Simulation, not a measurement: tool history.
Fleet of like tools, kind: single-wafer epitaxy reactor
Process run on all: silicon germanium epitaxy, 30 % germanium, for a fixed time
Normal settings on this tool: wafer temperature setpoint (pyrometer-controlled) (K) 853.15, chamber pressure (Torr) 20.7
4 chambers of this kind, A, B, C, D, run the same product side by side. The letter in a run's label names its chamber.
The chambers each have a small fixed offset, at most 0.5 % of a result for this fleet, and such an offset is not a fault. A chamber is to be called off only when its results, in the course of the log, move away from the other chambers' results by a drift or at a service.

run     day  wafer temperature setpoint (pyrometer-controlled) (K)  chamber pressure (Torr)  read-back reference wafer on the same gauge, thickness_nm  mean film thickness on the monitor wafer (angstrom)
 1C     0.3                                                 853.15                     20.7                                                     39.865                                               417.41
      0.496  -- chamber C: capacitance manometer re-zeroed and calibrated
 2D     0.7                                                 853.15                     20.7                                                     39.827                                               408.81
 3A   1.183                                                 853.15                     20.7                                                     39.801                                                  414
 4B   1.646                                                 853.15                     20.7                                                     39.877                                               406.17
 5A   2.058                                                 853.15                     20.7                                                     39.787                                               414.16
 6C   2.504                                                 853.15                     20.7                                                     39.779                                               413.41
 7B   2.829                                                 853.15                     20.7                                                     39.819                                                410.3
 8D   3.233                                                 853.15                     20.7                                                     39.772                                               411.98
 9A   3.458                                                 853.15                     20.7                                                     39.796                                               418.86
10B    3.85                                                 853.15                     20.7                                                     39.835                                               407.39
11C   4.083                                                 853.15                     20.7                                                      39.79                                               412.16
12D   4.479                                                 853.15                     20.7                                                     39.766                                               411.03
13D   4.804                                                 853.15                     17.7                                                     39.795                                                385.8
14C   5.271                                                 853.15                     17.7                                                     39.832                                                389.6
15B     5.7                                                 853.15                     17.7                                                     39.856                                               386.32
16A   6.071                                                 853.15                     17.7                                                      39.78                                               389.72
17B   6.288                                                 853.15                     20.7                                                     39.794                                                407.1
18C   6.521                                                 845.15                     16.1                                                     39.759                                               321.36
19A    6.95                                                 845.15                     16.1                                                     39.811                                               318.49
20D   7.275                                                 845.15                     16.1                                                     39.801                                                  321
21B   7.679                                                 845.15                     16.1                                                     39.843                                               318.45
22A   8.146                                                 853.15                     20.7                                                     39.847                                               413.48
      8.446  -- chamber A: capacitance manometer re-zeroed and calibrated
23D   8.654                                                 844.15                     20.7                                                     39.821                                               346.44
24C   9.112                                                 844.15                     20.7                                                     39.776                                               348.49
25D     9.4                                                 844.15                     20.7                                                     39.766                                               346.59
26B   9.804                                                 844.15                     20.7                                                      39.79                                               343.86
27A  10.183                                                 853.15                     20.7                                                     39.771                                               414.39
28C  10.492                                                 841.15                     24.5                                                      39.85                                               348.84
29C  10.908                                                 841.15                     24.5                                                     39.778                                               349.83
30A  11.221                                                 841.15                     24.5                                                      39.87                                               353.16
31D  11.462                                                 841.15                     24.5                                                     39.855                                               352.24
32B  11.867                                                 853.15                     20.7                                                     39.794                                               413.85
33D  12.217                                                 863.15                     20.7                                                      39.83                                               496.41
34B  12.712                                                 863.15                     20.7                                                     39.853                                               494.06
35A  13.038                                                 863.15                     20.7                                                     39.801                                                504.1
36C  13.329                                                 863.15                     20.7                                                     39.777                                                498.1
37C  13.696                                                 853.15                     20.7                                                     39.774                                               413.18
38D  13.946                                                 853.15                     20.7                                                     39.796                                               408.15
39B  14.262                                                 845.15                     18.3                                                     39.786                                               335.72
     14.492  -- chamber B: pyrometer calibrated
40A  14.625                                                 845.15                     18.3                                                     39.745                                               335.06
41A  14.979                                                 845.15                     18.3                                                     39.812                                               335.76
42C  15.462                                                 845.15                     18.3                                                     39.764                                               339.56
43D  15.696                                                 853.15                     25.3                                                     39.834                                               447.79
44B  15.958                                                 853.15                     25.3                                                     39.784                                               443.87

All 4 chambers run these settings next. Forecast each chamber's results:
45A  16.321                                                 863.15                     20.7                                                                                                               ?
45B  16.321                                                 863.15                     20.7                                                                                                               ?
45C  16.321                                                 863.15                     20.7                                                                                                               ?
45D  16.321                                                 863.15                     20.7                                                                                                               ?

run  mean film thickness on the monitor wafer (angstrom)
45A                                               498.73
45B                                               494.01
45C                                               498.52
45D                                               491.17

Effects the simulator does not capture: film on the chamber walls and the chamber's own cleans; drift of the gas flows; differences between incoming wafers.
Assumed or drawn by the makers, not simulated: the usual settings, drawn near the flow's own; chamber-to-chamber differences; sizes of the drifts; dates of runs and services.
